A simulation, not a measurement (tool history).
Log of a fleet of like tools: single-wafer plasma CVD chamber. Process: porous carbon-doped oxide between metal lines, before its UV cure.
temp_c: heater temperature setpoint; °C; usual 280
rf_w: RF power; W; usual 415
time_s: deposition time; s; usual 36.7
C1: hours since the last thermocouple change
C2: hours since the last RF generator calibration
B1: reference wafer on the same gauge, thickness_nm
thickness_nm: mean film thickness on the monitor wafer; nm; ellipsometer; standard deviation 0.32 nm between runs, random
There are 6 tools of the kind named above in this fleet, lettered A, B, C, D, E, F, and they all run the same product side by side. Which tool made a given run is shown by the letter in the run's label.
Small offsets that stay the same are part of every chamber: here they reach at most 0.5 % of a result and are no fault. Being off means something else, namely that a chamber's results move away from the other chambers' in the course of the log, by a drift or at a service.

run 1E day=0.204 | temp_c=280 rf_w=415 time_s=36.7 | C1=638.0 C2=1034.4 | B1=178.01 | thickness_nm=195.11
run 2A day=0.329 | temp_c=280 rf_w=415 time_s=36.7 | C1=1566.7 C2=949.3 | B1=177.96 | thickness_nm=193.19
run 3C day=0.588 | temp_c=280 rf_w=415 time_s=36.7 | C1=105.2 C2=569.5 | B1=177.86 | thickness_nm=193.86
run 4B day=0.825 | temp_c=280 rf_w=415 time_s=36.7 | C1=412.3 C2=314.6 | B1=177.85 | thickness_nm=193.68
run 5D day=1.042 | temp_c=280 rf_w=415 time_s=36.7 | C1=93.3 C2=358.0 | B1=177.82 | thickness_nm=194.44
run 6F day=1.175 | temp_c=280 rf_w=415 time_s=36.7 | C1=127.5 C2=2352.1 | B1=177.78 | thickness_nm=194.21
run 7E day=1.346 | temp_c=280 rf_w=415 time_s=36.7 | C1=665.4 C2=1061.8 | B1=177.80 | thickness_nm=194.75
run 8A day=1.583 | temp_c=280 rf_w=415 time_s=36.7 | C1=1596.8 C2=979.4 | B1=177.70 | thickness_nm=193.32
run 9B day=1.842 | temp_c=280 rf_w=415 time_s=36.7 | C1=436.7 C2=339.0 | B1=177.70 | thickness_nm=193.58
run 10D day=2.067 | temp_c=280 rf_w=415 time_s=36.7 | C1=117.9 C2=382.6 | B1=177.72 | thickness_nm=194.79
run 11C day=2.329 | temp_c=280 rf_w=415 time_s=36.7 | C1=147.0 C2=611.3 | B1=177.66 | thickness_nm=193.43
run 12F day=2.475 | temp_c=280 rf_w=450 time_s=34.2 | C1=158.7 C2=2383.3 | B1=177.62 | thickness_nm=192.98
-- day=2.617 chamber E: RF generator calibrated
run 13A day=2.662 | temp_c=280 rf_w=450 time_s=34.2 | C1=1622.7 C2=1005.3 | B1=177.54 | thickness_nm=191.48
run 14D day=2.792 | temp_c=280 rf_w=450 time_s=34.2 | C1=135.3 C2=400.0 | B1=177.57 | thickness_nm=192.77
run 15B day=2.971 | temp_c=280 rf_w=450 time_s=34.2 | C1=463.8 C2=366.1 | B1=177.49 | thickness_nm=192.64
run 16C day=3.217 | temp_c=280 rf_w=450 time_s=34.2 | C1=168.3 C2=632.6 | B1=177.47 | thickness_nm=192.43
-- day=3.321 chamber F: RF generator calibrated
run 17E day=3.346 | temp_c=280 rf_w=450 time_s=34.2 | C1=713.4 C2=17.5 | B1=177.37 | thickness_nm=192.77
run 18F day=3.554 | temp_c=280 rf_w=415 time_s=36.7 | C1=184.6 C2=5.7 | B1=177.43 | thickness_nm=193.79
run 19E day=3.775 | temp_c=280 rf_w=415 time_s=36.7 | C1=723.7 C2=27.8 | B1=177.37 | thickness_nm=194.74
run 20A day=3.954 | temp_c=280 rf_w=415 time_s=36.7 | C1=1653.7 C2=1036.3 | B1=177.35 | thickness_nm=192.88
run 21F day=4.117 | temp_c=266 rf_w=415 time_s=36.7 | C1=198.1 C2=19.2 | B1=177.35 | thickness_nm=211.90
run 22D day=4.362 | temp_c=266 rf_w=415 time_s=36.7 | C1=173.0 C2=437.7 | B1=177.23 | thickness_nm=211.89
run 23B day=4.629 | temp_c=266 rf_w=415 time_s=36.7 | C1=503.6 C2=405.9 | B1=177.21 | thickness_nm=212.06
run 24C day=4.846 | temp_c=266 rf_w=415 time_s=36.7 | C1=207.4 C2=671.7 | B1=177.18 | thickness_nm=212.00
run 25F day=5.108 | temp_c=266 rf_w=415 time_s=36.7 | C1=221.9 C2=43.0 | B1=177.20 | thickness_nm=211.95
run 26E day=5.225 | temp_c=266 rf_w=415 time_s=36.7 | C1=758.5 C2=62.6 | B1=177.15 | thickness_nm=212.55
run 27C day=5.412 | temp_c=280 rf_w=415 time_s=36.7 | C1=221.0 C2=685.3 | B1=177.09 | thickness_nm=192.52
run 28A day=5.562 | temp_c=280 rf_w=415 time_s=36.7 | C1=1692.3 C2=1074.9 | B1=177.05 | thickness_nm=192.46
run 29B day=5.717 | temp_c=270 rf_w=390 time_s=36.7 | C1=529.7 C2=432.0 | B1=177.02 | thickness_nm=196.59
run 30D day=5.850 | temp_c=270 rf_w=390 time_s=36.7 | C1=208.7 C2=473.4 | B1=177.01 | thickness_nm=196.95
run 31F day=5.988 | temp_c=270 rf_w=390 time_s=36.7 | C1=243.0 C2=64.1 | B1=176.98 | thickness_nm=195.54
run 32A day=6.188 | temp_c=270 rf_w=390 time_s=36.7 | C1=1707.3 C2=1089.9 | B1=176.94 | thickness_nm=195.18
run 33B day=6.367 | temp_c=270 rf_w=390 time_s=36.7 | C1=545.3 C2=447.6 | B1=176.98 | thickness_nm=195.25
run 34E day=6.542 | temp_c=270 rf_w=390 time_s=36.7 | C1=790.1 C2=94.2 | B1=176.88 | thickness_nm=196.94
run 35C day=6.671 | temp_c=280 rf_w=415 time_s=36.7 | C1=251.2 C2=715.5 | B1=176.81 | thickness_nm=193.16
run 36D day=6.842 | temp_c=280 rf_w=415 time_s=36.7 | C1=232.5 C2=497.2 | B1=176.78 | thickness_nm=194.05

Next, all 6 chambers run the settings below, one line each with question marks for the results. What does each chamber give?
run 37A day=7.033 | temp_c=280 rf_w=415 time_s=36.7 | thickness_nm=?
run 37B day=7.033 | temp_c=280 rf_w=415 time_s=36.7 | thickness_nm=?
run 37C day=7.033 | temp_c=280 rf_w=415 time_s=36.7 | thickness_nm=?
run 37D day=7.033 | temp_c=280 rf_w=415 time_s=36.7 | thickness_nm=?
run 37E day=7.033 | temp_c=280 rf_w=415 time_s=36.7 | thickness_nm=?
run 37F day=7.033 | temp_c=280 rf_w=415 time_s=36.7 | thickness_nm=?

run=37A thickness_nm=192.51
run=37B thickness_nm=192.68
run=37C thickness_nm=192.47
run=37D thickness_nm=193.15
run=37E thickness_nm=192.68
run=37F thickness_nm=192.95
